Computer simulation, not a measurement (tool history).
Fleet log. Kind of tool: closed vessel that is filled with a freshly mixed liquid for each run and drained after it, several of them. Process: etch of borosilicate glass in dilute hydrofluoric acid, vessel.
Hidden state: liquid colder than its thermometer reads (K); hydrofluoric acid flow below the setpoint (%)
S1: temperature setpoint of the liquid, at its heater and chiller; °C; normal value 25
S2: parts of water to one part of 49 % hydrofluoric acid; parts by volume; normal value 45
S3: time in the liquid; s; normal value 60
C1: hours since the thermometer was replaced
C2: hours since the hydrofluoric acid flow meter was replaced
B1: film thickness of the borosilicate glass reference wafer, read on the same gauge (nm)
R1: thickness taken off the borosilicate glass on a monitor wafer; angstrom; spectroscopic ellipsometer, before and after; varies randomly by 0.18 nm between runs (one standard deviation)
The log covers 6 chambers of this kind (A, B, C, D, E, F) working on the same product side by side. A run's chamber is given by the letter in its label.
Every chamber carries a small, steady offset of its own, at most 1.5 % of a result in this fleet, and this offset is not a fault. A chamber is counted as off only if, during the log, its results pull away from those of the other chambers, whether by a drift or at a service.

run 1A hour=5.9 | S1=25 S2=45 S3=60 | C1=1277.2 C2=545.2 | B1=59.993 | R1=458.18
run 2D hour=11 | S1=25 S2=45 S3=60 | C1=1210 C2=733.1 | B1=60.013 | R1=461.39
run 3C hour=18.4 | S1=25 S2=45 S3=60 | C1=227.9 C2=594.9 | B1=60.017 | R1=459.47
run 4B hour=24.4 | S1=25 S2=45 S3=60 | C1=1539.2 C2=1217 | B1=59.982 | R1=463.69
run 5E hour=28.2 | S1=25 S2=60 S3=30 | C1=1117.7 C2=992.5 | B1=59.981 | R1=170.1
run 6F hour=32 | S1=25 S2=60 S3=30 | C1=2146.9 C2=102.5 | B1=59.947 | R1=171.16
run 7F hour=39.7 | S1=25 S2=60 S3=30 | C1=2154.6 C2=110.2 | B1=60.001 | R1=172.98
run 8C hour=45.3 | S1=25 S2=60 S3=30 | C1=254.8 C2=621.8 | B1=59.99 | R1=169.36
run 9B hour=51.9 | S1=25 S2=60 S3=30 | C1=1566.7 C2=1244.5 | B1=60.022 | R1=171.32
run 10E hour=58 | S1=25 S2=60 S3=30 | C1=1147.5 C2=1022.3 | B1=59.979 | R1=171.1
run 11D hour=64.3 | S1=25 S2=45 S3=60 | C1=1263.3 C2=786.4 | B1=60.021 | R1=462.32
run 12A hour=70.2 | S1=25 S2=45 S3=60 | C1=1341.5 C2=609.5 | B1=59.947 | R1=459.59
run 13B hour=75.2 | S1=25 S2=45 S3=60 | C1=1590 C2=1267.8 | B1=60.059 | R1=463.63
run 14D hour=81.1 | S1=25 S2=45 S3=60 | C1=1280.1 C2=803.2 | B1=59.962 | R1=461.53
run 15F hour=84.9 | S1=22 S2=25 S3=60 | C1=2199.8 C2=155.4 | B1=60 | R1=752.95
run 16A hour=92.2 | S1=22 S2=25 S3=60 | C1=1363.5 C2=631.5 | B1=60.042 | R1=755.62
run 17E hour=99.3 | S1=22 S2=25 S3=60 | C1=1188.8 C2=1063.6 | B1=59.941 | R1=743.99
run 18C hour=104.9 | S1=22 S2=25 S3=60 | C1=314.4 C2=681.4 | B1=59.955 | R1=762.71
run 19A hour=110 | S1=22 S2=25 S3=60 | C1=1381.3 C2=649.3 | B1=60.007 | R1=753.44
run 20B hour=115.2 | S1=22 S2=25 S3=60 | C1=1630 C2=1307.8 | B1=59.977 | R1=749.16
run 21C hour=120.8 | S1=25 S2=45 S3=60 | C1=330.3 C2=697.3 | B1=59.969 | R1=461.57
run 22E hour=126.3 | S1=25 S2=45 S3=60 | C1=1215.8 C2=1090.6 | B1=60.036 | R1=460.86
run 23D hour=132.8 | S1=25 S2=45 S3=60 | C1=1331.8 C2=854.9 | B1=59.969 | R1=457.13
run 24F hour=136.4 | S1=25 S2=45 S3=60 | C1=2251.3 C2=206.9 | B1=60.007 | R1=462.92
run 25C hour=141.3 | S1=25 S2=45 S3=60 | C1=350.8 C2=717.8 | B1=60.046 | R1=460.76
run 26E hour=148.8 | S1=25 S2=45 S3=60 | C1=1238.3 C2=1113.1 | B1=59.979 | R1=460.28
run 27D hour=154.3 | S1=25 S2=45 S3=60 | C1=1353.3 C2=876.4 | B1=60.006 | R1=460.26
run 28B hour=157.7 | S1=27 S2=35 S3=60 | C1=1672.5 C2=1350.3 | B1=59.989 | R1=648.29
run 29F hour=165.1 | S1=27 S2=35 S3=60 | C1=2280 C2=235.6 | B1=60.01 | R1=661.32
run 30A hour=168.6 | S1=27 S2=35 S3=60 | C1=1439.9 C2=707.9 | B1=59.986 | R1=640.54
run 31D hour=174.2 | S1=27 S2=35 S3=60 | C1=1373.2 C2=896.3 | B1=59.987 | R1=653.45
run 32C hour=180.3 | S1=27 S2=35 S3=60 | C1=389.8 C2=756.8 | B1=60.01 | R1=656.95
run 33F hour=185.2 | S1=27 S2=35 S3=60 | C1=2300.1 C2=255.7 | B1=59.969 | R1=651.99
run 34E hour=190.9 | S1=25 S2=45 S3=60 | C1=1280.4 C2=1155.2 | B1=60.001 | R1=459.6
run 35B hour=197.2 | S1=25 S2=45 S3=60 | C1=1712 C2=1389.8 | B1=59.998 | R1=464.29
run 36A hour=201.3 | S1=25 S2=55 S3=70 | C1=1472.6 C2=740.6 | B1=59.967 | R1=419.01
run 37A hour=205.9 | S1=25 S2=55 S3=70 | C1=1477.2 C2=745.2 | B1=59.974 | R1=418.19
run 38D hour=211.9 | S1=25 S2=55 S3=70 | C1=1410.9 C2=934 | B1=60.024 | R1=436.48
run 39F hour=217.6 | S1=25 S2=55 S3=70 | C1=2332.5 C2=288.1 | B1=59.999 | R1=439.64

Which is it: a chamber that has drifted or been left off by a service, a gauge drift common to all chambers, or only each chamber's usual small offset? If a chamber is off, name it and its likeliest cause.

Chamber A drifts away from the others.
Cause: hydrofluoric acid flow below the setpoint (%) = 2.93.
Not necessarily distinguishable in this log from: liquid colder than its thermometer reads (K).

Chamber A could run next with any of the 4 candidate recipes listed below; each alters the usual settings, and their results appear as question marks. Which one brings its results back in line with what the other chambers deliver on the usual settings?
To be in line, a result may differ from the other chambers' mean on the usual settings by at most: R1 6.3 angstrom
run 40A-1 hour=223.1 | S1=26.5 S2=45 S3=60 | R1=?
run 40A-2 hour=223.1 | S1=23.5 S2=45 S3=60 | R1=?
run 40A-3 hour=223.1 | S1=26 S2=45 S3=60 | R1=?
run 40A-4 hour=223.1 | S1=24 S2=45 S3=60 | R1=?

The other chambers' mean on the usual settings: R1 462.52 angstrom
run=40A-1 R1=472.05
run=40A-2 R1=417.97
run=40A-3 R1=462.57
run=40A-4 R1=426.53
The answer is 40A-3, which returns the chamber to within the allowed miss of the others.

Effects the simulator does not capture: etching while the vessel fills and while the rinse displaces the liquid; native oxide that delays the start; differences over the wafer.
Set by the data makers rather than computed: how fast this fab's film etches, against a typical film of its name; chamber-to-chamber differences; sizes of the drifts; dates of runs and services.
